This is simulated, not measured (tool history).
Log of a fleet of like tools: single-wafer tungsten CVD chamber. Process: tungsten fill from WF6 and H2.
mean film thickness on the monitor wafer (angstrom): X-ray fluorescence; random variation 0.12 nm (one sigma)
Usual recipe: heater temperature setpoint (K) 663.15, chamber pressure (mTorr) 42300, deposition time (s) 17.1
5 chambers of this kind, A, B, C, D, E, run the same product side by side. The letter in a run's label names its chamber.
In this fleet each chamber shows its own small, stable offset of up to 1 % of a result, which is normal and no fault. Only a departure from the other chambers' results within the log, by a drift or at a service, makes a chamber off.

| run | hour | heater temperature setpoint (K) | chamber pressure (mTorr) | deposition time (s) | read-back reference wafer on the same gauge, thickness_nm | mean film thickness on the monitor wafer (angstrom) |
|---|---|---|---|---|---|---|
| 1B | 10.4 | 663.15 | 42300 | 17.1 | 55.585 | 484.63 |
| 2C | 22.2 | 663.15 | 42300 | 17.1 | 55.583 | 481.74 |
| 3A | 33.2 | 663.15 | 42300 | 17.1 | 55.589 | 479.37 |
| 4D | 41.6 | 663.15 | 42300 | 17.1 | 55.589 | 481.73 |
| 5E | 49.6 | 663.15 | 42300 | 17.1 | 55.616 | 486.31 |
| 6C | 58.8 | 663.15 | 42300 | 17.1 | 55.576 | 481.92 |
|  | 65.2 | chamber E: capacitance manometer re-zeroed and calibrated |
| 7E | 72.1 | 648.15 | 42300 | 17.1 | 55.59 | 360.64 |
| 8D | 82.8 | 648.15 | 42300 | 17.1 | 55.615 | 356.25 |
| 9A | 92.9 | 648.15 | 42300 | 17.1 | 55.591 | 356.15 |
| 10B | 102.6 | 648.15 | 42300 | 17.1 | 55.617 | 358.41 |
| 11E | 108.5 | 648.15 | 42300 | 17.1 | 55.567 | 361.53 |
| 12D | 119.2 | 663.15 | 42300 | 17.1 | 55.568 | 481.51 |
| 13B | 127.9 | 663.15 | 42300 | 17.1 | 55.583 | 481.21 |
| 14A | 137.6 | 663.15 | 42300 | 17.1 | 55.589 | 481.66 |
| 15C | 145 | 663.15 | 42300 | 17.1 | 55.595 | 483.74 |
| 16D | 158.1 | 663.15 | 42300 | 14 | 55.602 | 393.11 |
| 17E | 168.7 | 663.15 | 42300 | 14 | 55.598 | 399.01 |
|  | 174.5 | chamber C: capacitance manometer re-zeroed and calibrated |
| 18A | 178.7 | 663.15 | 42300 | 14 | 55.605 | 392.68 |
|  | 180.2 | chamber D: thermocouple changed; heater temperature recalibrated |
| 19C | 185.1 | 663.15 | 42300 | 14 | 55.584 | 384.63 |
| 20B | 192.9 | 663.15 | 42300 | 14 | 55.568 | 393.85 |
| 21C | 204.2 | 663.15 | 42300 | 17.1 | 55.628 | 471.92 |
| 22E | 214.9 | 663.15 | 42300 | 17.1 | 55.587 | 485.81 |
| 23B | 227 | 667.15 | 42300 | 15.7 | 55.595 | 478.41 |
| 24A | 233 | 667.15 | 42300 | 15.7 | 55.619 | 474.42 |
| 25D | 242.6 | 667.15 | 42300 | 15.7 | 55.581 | 475.5 |
| 26E | 252.7 | 667.15 | 42300 | 15.7 | 55.612 | 480.67 |
| 27A | 261.1 | 667.15 | 42300 | 15.7 | 55.623 | 474.5 |
|  | 265.1 | chamber E: thermocouple changed; heater temperature recalibrated |
| 28B | 268.5 | 663.15 | 42300 | 17.1 | 55.629 | 483.48 |
| 29C | 276.7 | 663.15 | 42300 | 17.1 | 55.621 | 470.54 |
| 30D | 286.7 | 663.15 | 42300 | 17.1 | 55.594 | 482.45 |
|  | 293.2 | chamber A: capacitance manometer re-zeroed and calibrated |
| 31C | 293.6 | 663.15 | 42300 | 17.1 | 55.573 | 469.47 |
| 32B | 302.1 | 663.15 | 47800 | 20.4 | 55.602 | 611.51 |
| 33E | 309.1 | 663.15 | 47800 | 20.4 | 55.642 | 614.55 |
| 34A | 318.7 | 663.15 | 47800 | 20.4 | 55.591 | 607.96 |

Is one chamber off against the others, does the gauge drift, or is nothing wrong? If a chamber is off, say which, and what the likeliest cause is.

Chamber C has stood off from the others ever since a service on it.
Likeliest cause: true pressure below the setpoint (%) = 5.44.

Below are 4 candidate recipes for chamber C's next run, each the usual settings with a change, their results shown as question marks. Which of them brings C's results back in line with what the other chambers give on the usual settings?
In-line tolerance around the mean of the other chambers on the usual settings: mean film thickness on the monitor wafer (angstrom) 4.1
| 35C-1 | 328.2 | 663.15 | 42100 | 17 |  | ? |
| 35C-2 | 328.2 | 664.15 | 42500 | 17.2 |  | ? |
| 35C-3 | 328.2 | 663.15 | 42400 | 17.2 |  | ? |
| 35C-4 | 328.2 | 663.15 | 42300 | 16.6 |  | ? |

Other chambers, usual settings, mean: mean film thickness on the monitor wafer (angstrom) 482.87
| run | mean film thickness on the monitor wafer (angstrom) |
|---|---|
| 35C-1 | 466.3 |
| 35C-2 | 483.18 |
| 35C-3 | 473.41 |
| 35C-4 | 456.31 |
35C-2 is the one that brings the chamber's results back in line with the other chambers.
